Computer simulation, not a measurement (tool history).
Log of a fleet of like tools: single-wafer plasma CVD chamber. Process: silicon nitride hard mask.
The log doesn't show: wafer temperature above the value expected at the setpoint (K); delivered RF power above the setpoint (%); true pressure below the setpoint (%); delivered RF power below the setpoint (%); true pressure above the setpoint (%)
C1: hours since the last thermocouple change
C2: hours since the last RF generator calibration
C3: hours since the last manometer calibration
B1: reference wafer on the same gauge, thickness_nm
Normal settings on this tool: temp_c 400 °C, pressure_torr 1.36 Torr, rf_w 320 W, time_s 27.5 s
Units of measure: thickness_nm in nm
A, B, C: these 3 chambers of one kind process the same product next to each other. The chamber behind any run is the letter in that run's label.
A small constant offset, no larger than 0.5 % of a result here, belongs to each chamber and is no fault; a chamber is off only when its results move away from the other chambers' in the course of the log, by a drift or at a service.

{"run": "1A", "day": 0.229, "temp_c": 400, "pressure_torr": 1.36, "rf_w": 320, "time_s": 27.5, "C1": 1662.8, "C2": 1427.6, "C3": 602.0, "B1": 29.397, "thickness_nm": 31.488}
{"run": "2C", "day": 0.471, "temp_c": 400, "pressure_torr": 1.36, "rf_w": 320, "time_s": 27.5, "C1": 1317.6, "C2": 111.5, "C3": 980.3, "B1": 29.396, "thickness_nm": 31.514}
{"run": "3B", "day": 0.883, "temp_c": 400, "pressure_torr": 1.36, "rf_w": 320, "time_s": 27.5, "C1": 183.6, "C2": 1147.8, "C3": 1032.1, "B1": 29.398, "thickness_nm": 31.693}
{"run": "4A", "day": 1.129, "temp_c": 400, "pressure_torr": 1.36, "rf_w": 320, "time_s": 27.5, "C1": 1684.4, "C2": 1449.2, "C3": 623.6, "B1": 29.386, "thickness_nm": 31.445}
{"run": "5C", "day": 1.521, "temp_c": 400, "pressure_torr": 1.36, "rf_w": 320, "time_s": 27.5, "C1": 1342.8, "C2": 136.7, "C3": 1005.5, "B1": 29.373, "thickness_nm": 31.531}
{"run": "6B", "day": 1.954, "temp_c": 400, "pressure_torr": 1.36, "rf_w": 320, "time_s": 27.5, "C1": 209.3, "C2": 1173.5, "C3": 1057.8, "B1": 29.368, "thickness_nm": 31.651}
{"run": "7C", "day": 2.242, "temp_c": 400, "pressure_torr": 1.36, "rf_w": 320, "time_s": 27.5, "C1": 1360.1, "C2": 154.0, "C3": 1022.8, "B1": 29.365, "thickness_nm": 31.447}
{"run": "8B", "day": 2.508, "temp_c": 400, "pressure_torr": 1.36, "rf_w": 320, "time_s": 27.5, "C1": 222.6, "C2": 1186.8, "C3": 1071.1, "B1": 29.363, "thickness_nm": 31.59}
{"run": "9A", "day": 2.812, "temp_c": 400, "pressure_torr": 1.36, "rf_w": 320, "time_s": 27.5, "C1": 1724.8, "C2": 1489.6, "C3": 664.0, "B1": 29.355, "thickness_nm": 31.423}
{"run": "10C", "day": 3.138, "temp_c": 391, "pressure_torr": 1.36, "rf_w": 320, "time_s": 29.9, "C1": 1381.6, "C2": 175.5, "C3": 1044.3, "B1": 29.356, "thickness_nm": 34.265}
{"run": "11A", "day": 3.35, "temp_c": 391, "pressure_torr": 1.36, "rf_w": 320, "time_s": 29.9, "C1": 1737.7, "C2": 1502.5, "C3": 676.9, "B1": 29.355, "thickness_nm": 34.266}
{"run": "12B", "day": 3.638, "temp_c": 391, "pressure_torr": 1.36, "rf_w": 320, "time_s": 29.9, "C1": 249.7, "C2": 1213.9, "C3": 1098.2, "B1": 29.345, "thickness_nm": 34.485}
{"run": "13C", "day": 4.071, "temp_c": 400, "pressure_torr": 1.36, "rf_w": 320, "time_s": 27.5, "C1": 1404.0, "C2": 197.9, "C3": 1066.7, "B1": 29.344, "thickness_nm": 31.513}
{"run": "14B", "day": 4.479, "temp_c": 414, "pressure_torr": 1.36, "rf_w": 320, "time_s": 27.5, "C1": 269.9, "C2": 1234.1, "C3": 1118.4, "B1": 29.34, "thickness_nm": 31.399}
{"run": "15A", "day": 4.742, "temp_c": 414, "pressure_torr": 1.36, "rf_w": 320, "time_s": 27.5, "C1": 1771.1, "C2": 1535.9, "C3": 710.3, "B1": 29.337, "thickness_nm": 31.236}
{"run": "16C", "day": 5.0, "temp_c": 414, "pressure_torr": 1.36, "rf_w": 320, "time_s": 27.5, "C1": 1426.3, "C2": 220.2, "C3": 1089.0, "B1": 29.335, "thickness_nm": 31.27}
{"run": "17B", "day": 5.392, "temp_c": 400, "pressure_torr": 1.36, "rf_w": 320, "time_s": 27.5, "C1": 291.8, "C2": 1256.0, "C3": 1140.3, "B1": 29.316, "thickness_nm": 31.501}
{"run": "18A", "day": 5.846, "temp_c": 390, "pressure_torr": 1.36, "rf_w": 320, "time_s": 23.9, "C1": 1797.6, "C2": 1562.4, "C3": 736.8, "B1": 29.317, "thickness_nm": 27.379}
{"run": "19C", "day": 6.15, "temp_c": 390, "pressure_torr": 1.36, "rf_w": 320, "time_s": 23.9, "C1": 1453.9, "C2": 247.8, "C3": 1116.6, "B1": 29.318, "thickness_nm": 27.407}
{"day": 6.417, "done": "chamber C: capacitance manometer re-zeroed and calibrated"}
{"run": "20A", "day": 6.617, "temp_c": 390, "pressure_torr": 1.36, "rf_w": 320, "time_s": 23.9, "C1": 1816.1, "C2": 1580.9, "C3": 755.3, "B1": 29.306, "thickness_nm": 27.389}
{"run": "21B", "day": 6.875, "temp_c": 400, "pressure_torr": 1.36, "rf_w": 320, "time_s": 27.5, "C1": 327.4, "C2": 1291.6, "C3": 1175.9, "B1": 29.305, "thickness_nm": 31.544}
{"run": "22C", "day": 7.104, "temp_c": 400, "pressure_torr": 1.36, "rf_w": 320, "time_s": 27.5, "C1": 1476.8, "C2": 270.7, "C3": 16.5, "B1": 29.299, "thickness_nm": 31.384}
{"run": "23B", "day": 7.371, "temp_c": 400, "pressure_torr": 1.36, "rf_w": 320, "time_s": 27.5, "C1": 339.3, "C2": 1303.5, "C3": 1187.8, "B1": 29.295, "thickness_nm": 31.594}
{"run": "24A", "day": 7.779, "temp_c": 400, "pressure_torr": 1.36, "rf_w": 320, "time_s": 27.5, "C1": 1844.0, "C2": 1608.8, "C3": 783.2, "B1": 29.28, "thickness_nm": 31.34}
{"run": "25B", "day": 8.104, "temp_c": 400, "pressure_torr": 1.36, "rf_w": 320, "time_s": 27.5, "C1": 356.9, "C2": 1321.1, "C3": 1205.4, "B1": 29.285, "thickness_nm": 31.531}
{"run": "26A", "day": 8.488, "temp_c": 400, "pressure_torr": 1.36, "rf_w": 320, "time_s": 27.5, "C1": 1861.0, "C2": 1625.8, "C3": 800.2, "B1": 29.273, "thickness_nm": 31.305}
{"run": "27C", "day": 8.742, "temp_c": 393, "pressure_torr": 1.36, "rf_w": 320, "time_s": 23.1, "C1": 1516.1, "C2": 310.0, "C3": 55.8, "B1": 29.274, "thickness_nm": 26.421}
{"run": "28B", "day": 9.208, "temp_c": 393, "pressure_torr": 1.36, "rf_w": 320, "time_s": 23.1, "C1": 383.4, "C2": 1347.6, "C3": 1231.9, "B1": 29.266, "thickness_nm": 26.573}
{"run": "29A", "day": 9.612, "temp_c": 393, "pressure_torr": 1.36, "rf_w": 320, "time_s": 23.1, "C1": 1888.0, "C2": 1652.8, "C3": 827.2, "B1": 29.261, "thickness_nm": 26.41}

Read the log: is a single chamber off, either drifting away or since a service, is the gauge that measures every chamber drifting, or is nothing wrong beyond small per-chamber offsets? Name any odd chamber and what most likely caused it.

Every chamber seems to shift together because the gauge that measures them all drifts; the chambers themselves are fine.
Most likely cause: gauge reads low (%) = 0.487.

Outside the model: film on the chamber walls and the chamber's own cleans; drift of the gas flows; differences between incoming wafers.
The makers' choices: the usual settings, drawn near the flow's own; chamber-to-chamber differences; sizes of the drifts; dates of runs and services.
